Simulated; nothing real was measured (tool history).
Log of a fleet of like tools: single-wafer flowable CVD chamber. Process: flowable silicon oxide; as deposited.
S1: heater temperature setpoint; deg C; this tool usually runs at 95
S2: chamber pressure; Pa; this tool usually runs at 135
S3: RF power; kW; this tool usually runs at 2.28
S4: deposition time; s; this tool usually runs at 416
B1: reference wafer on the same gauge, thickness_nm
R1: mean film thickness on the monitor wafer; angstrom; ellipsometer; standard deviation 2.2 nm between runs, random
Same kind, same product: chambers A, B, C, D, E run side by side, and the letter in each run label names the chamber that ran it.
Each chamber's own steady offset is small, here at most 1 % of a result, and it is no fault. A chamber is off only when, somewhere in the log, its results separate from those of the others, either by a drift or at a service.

run   hour  S1   S2     S3   S4      B1      R1
 1E    2.8  95  135   2.28  416  340.04  4054.3
 2A      7  95  135   2.28  416  339.76  4071.4
 3C    9.9  95  135   2.28  416  340.04  4140.1
 4D   15.1  95  135   2.28  416  340.35  4085.4
 5B   20.4  95  135   2.28  416  339.54  4035.4
 6C     26  95  135   2.28  416  339.84  4116.1
 7E   28.5  95  135   2.28  446  340.53  4389.6
 8A   31.5  95  135   2.28  446  339.92  4328.9
 9B     35  95  135   2.28  446  339.86  4352.2
10D     40  95  135   2.28  446  340.05    4346
11D   44.7  95  135   2.28  446  339.77  4380.4
12A   47.4  95  135   2.28  416  339.71  4098.2
13E   50.4  95  135   2.28  416  340.04  4083.2
14B   55.7  95  135   2.28  416  340.01  4055.1
15C   58.8  95  135   2.28  416  340.24  4162.9
16C   64.3  95  135   2.28  416  339.81  4136.3
17D   69.1  95  135   2.28  416  339.81  4076.7
18B   73.3  95  135   2.28  416  340.22  4063.4
19E   76.2  95  135  2.655  416  339.89  4181.5
20A   78.8  95  135  2.655  416  339.76  4136.1
21D   82.1  95  135  2.655  416  340.07  4160.3
22B   86.5  95  135  2.655  416  340.27  4118.4
23C   91.4  95  135  2.655  416  340.19  4186.2
24E   95.8  95  135   2.28  416  340.56  4078.4
25A   98.7  95  135   2.28  416  339.67  4090.4
26B  103.6  95  135   2.28  416  339.77  4076.1
27A  106.8  95  135   2.28  416  339.39  4044.5
28E  112.1  95  112   2.28  416  339.86  3270.9
29D  115.2  95  112   2.28  416  339.62  3246.7
30C  119.3  95  112   2.28  416  339.55  3270.4

Is one chamber off against the others, does the gauge drift, or is nothing wrong? If a chamber is off, say which, and what the likeliest cause is.

Neither any chamber nor the gauge drifts; the chambers differ only by their own small, steady offsets.
